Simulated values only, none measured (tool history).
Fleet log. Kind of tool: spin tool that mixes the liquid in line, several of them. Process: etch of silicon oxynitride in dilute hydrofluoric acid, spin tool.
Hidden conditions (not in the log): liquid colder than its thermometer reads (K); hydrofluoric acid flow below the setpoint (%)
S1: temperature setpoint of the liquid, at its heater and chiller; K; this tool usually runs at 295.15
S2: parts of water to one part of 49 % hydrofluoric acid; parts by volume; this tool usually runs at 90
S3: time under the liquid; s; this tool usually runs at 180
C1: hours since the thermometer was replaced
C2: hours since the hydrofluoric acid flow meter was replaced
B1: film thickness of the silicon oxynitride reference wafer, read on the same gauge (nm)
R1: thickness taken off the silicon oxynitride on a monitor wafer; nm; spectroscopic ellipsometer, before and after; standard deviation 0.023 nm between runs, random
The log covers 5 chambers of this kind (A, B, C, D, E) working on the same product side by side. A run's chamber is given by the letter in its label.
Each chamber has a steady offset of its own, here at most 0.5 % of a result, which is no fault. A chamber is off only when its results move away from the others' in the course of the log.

run 1D hour=14.4 | S1=295.15 S2=90 S3=180 | C1=1002.4 C2=372.4 | B1=130 | R1=4.352
-- hour=18.6 chamber E: hydrofluoric acid flow meter replaced
run 2C hour=26.2 | S1=295.15 S2=90 S3=180 | C1=865.2 C2=453.2 | B1=130 | R1=4.3527
run 3B hour=34.3 | S1=295.15 S2=90 S3=180 | C1=396.4 C2=417.2 | B1=130.04 | R1=4.3979
run 4E hour=41.3 | S1=295.15 S2=90 S3=180 | C1=1059.5 C2=22.8 | B1=129.99 | R1=4.3678
run 5A hour=51.5 | S1=299.65 S2=90 S3=180 | C1=1041.9 C2=362.6 | B1=130 | R1=5.4281
run 6A hour=59.5 | S1=299.65 S2=90 S3=180 | C1=1049.9 C2=370.6 | B1=130.02 | R1=5.4284
run 7E hour=70 | S1=299.65 S2=90 S3=180 | C1=1088.2 C2=51.5 | B1=129.99 | R1=5.4226
run 8D hour=85.4 | S1=299.65 S2=90 S3=180 | C1=1073.4 C2=443.4 | B1=129.97 | R1=5.4664
run 9B hour=98.8 | S1=299.65 S2=90 S3=180 | C1=460.9 C2=481.7 | B1=129.97 | R1=5.4062
run 10C hour=106.9 | S1=295.15 S2=90 S3=180 | C1=945.9 C2=533.9 | B1=130.01 | R1=4.3589
run 11B hour=119.9 | S1=295.15 S2=90 S3=180 | C1=482 C2=502.8 | B1=130.02 | R1=4.3687
run 12D hour=132.2 | S1=295.15 S2=90 S3=180 | C1=1120.2 C2=490.2 | B1=129.99 | R1=4.3634
run 13C hour=145.6 | S1=295.15 S2=90 S3=180 | C1=984.6 C2=572.6 | B1=129.97 | R1=4.3205
run 14A hour=159.5 | S1=295.15 S2=90 S3=180 | C1=1149.9 C2=470.6 | B1=129.98 | R1=4.3501
-- hour=169 chamber C: thermometer replaced
run 15E hour=169.5 | S1=299.65 S2=65 S3=180 | C1=1187.7 C2=151 | B1=130.05 | R1=7.5519
run 16B hour=181.8 | S1=299.65 S2=65 S3=180 | C1=543.9 C2=564.7 | B1=129.98 | R1=7.5755
run 17C hour=194.7 | S1=299.65 S2=65 S3=180 | C1=25.7 C2=621.7 | B1=130 | R1=7.5766
run 18A hour=203.6 | S1=299.65 S2=65 S3=180 | C1=1194 C2=514.7 | B1=130.03 | R1=7.6149
run 19D hour=211.1 | S1=299.65 S2=65 S3=180 | C1=1199.1 C2=569.1 | B1=130.05 | R1=7.5644
run 20E hour=226.3 | S1=295.15 S2=90 S3=180 | C1=1244.5 C2=207.8 | B1=130.02 | R1=4.3924
run 21C hour=239.6 | S1=295.15 S2=90 S3=180 | C1=70.6 C2=666.6 | B1=129.99 | R1=4.3075
run 22E hour=255.6 | S1=295.15 S2=90 S3=180 | C1=1273.8 C2=237.1 | B1=129.99 | R1=4.3658
run 23A hour=266.4 | S1=295.15 S2=90 S3=180 | C1=1256.8 C2=577.5 | B1=129.94 | R1=4.3654
run 24B hour=281.7 | S1=295.15 S2=90 S3=180 | C1=643.8 C2=664.6 | B1=130.02 | R1=4.2061
run 25D hour=297 | S1=295.15 S2=90 S3=180 | C1=1285 C2=655 | B1=130 | R1=4.3637
run 26E hour=304.6 | S1=295.15 S2=90 S3=180 | C1=1322.8 C2=286.1 | B1=129.98 | R1=4.3987
run 27C hour=311.8 | S1=295.15 S2=90 S3=180 | C1=142.8 C2=738.8 | B1=129.99 | R1=4.3154
run 28D hour=324 | S1=295.15 S2=90 S3=180 | C1=1312 C2=682 | B1=129.99 | R1=4.3577
run 29A hour=340.2 | S1=295.15 S2=90 S3=180 | C1=1330.6 C2=651.3 | B1=130.02 | R1=4.3931
run 30B hour=356 | S1=295.15 S2=90 S3=180 | C1=718.1 C2=738.9 | B1=130 | R1=4.1707
-- hour=360.5 chamber B: thermometer replaced
run 31B hour=369.4 | S1=295.15 S2=90 S3=180 | C1=8.9 C2=752.3 | B1=129.97 | R1=4.1236
run 32D hour=380.9 | S1=295.15 S2=90 S3=180 | C1=1368.9 C2=738.9 | B1=129.98 | R1=4.3826
run 33C hour=397.1 | S1=295.15 S2=90 S3=180 | C1=228.1 C2=824.1 | B1=130.01 | R1=4.3162
run 34A hour=405.9 | S1=295.15 S2=90 S3=180 | C1=1396.3 C2=717 | B1=129.99 | R1=4.3133
run 35E hour=415.9 | S1=295.15 S2=90 S3=180 | C1=1434.1 C2=397.4 | B1=130 | R1=4.3679

Which is it: a chamber that has drifted or been left off by a service, a gauge drift common to all chambers, or only each chamber's usual small offset? If a chamber is off, name it and its likeliest cause.

It is chamber B that slowly wanders off from its peers.
Most likely cause: hydrofluoric acid flow below the setpoint (%) = 6.16.

Here are 4 candidates for chamber B's next run, each the usual settings with a change, their results left as question marks. Which one brings its results back in line with what the others give on the usual settings?
In line means no further than this from the other chambers' mean on the usual settings: R1 0.082 nm
run 36B-1 hour=427.6 | S1=295.15 S2=90 S3=185 | R1=?
run 36B-2 hour=427.6 | S1=293.65 S2=90 S3=180 | R1=?
run 36B-3 hour=427.6 | S1=295.15 S2=85 S3=180 | R1=?
run 36B-4 hour=427.6 | S1=295.15 S2=90 S3=175 | R1=?

The other chambers' mean on the usual settings: R1 4.358 nm
run=36B-1 R1=4.198
run=36B-2 R1=3.7942
run=36B-3 R1=4.3409
run=36B-4 R1=3.9711
The answer is 36B-3, which returns the chamber to within the allowed miss of the others.

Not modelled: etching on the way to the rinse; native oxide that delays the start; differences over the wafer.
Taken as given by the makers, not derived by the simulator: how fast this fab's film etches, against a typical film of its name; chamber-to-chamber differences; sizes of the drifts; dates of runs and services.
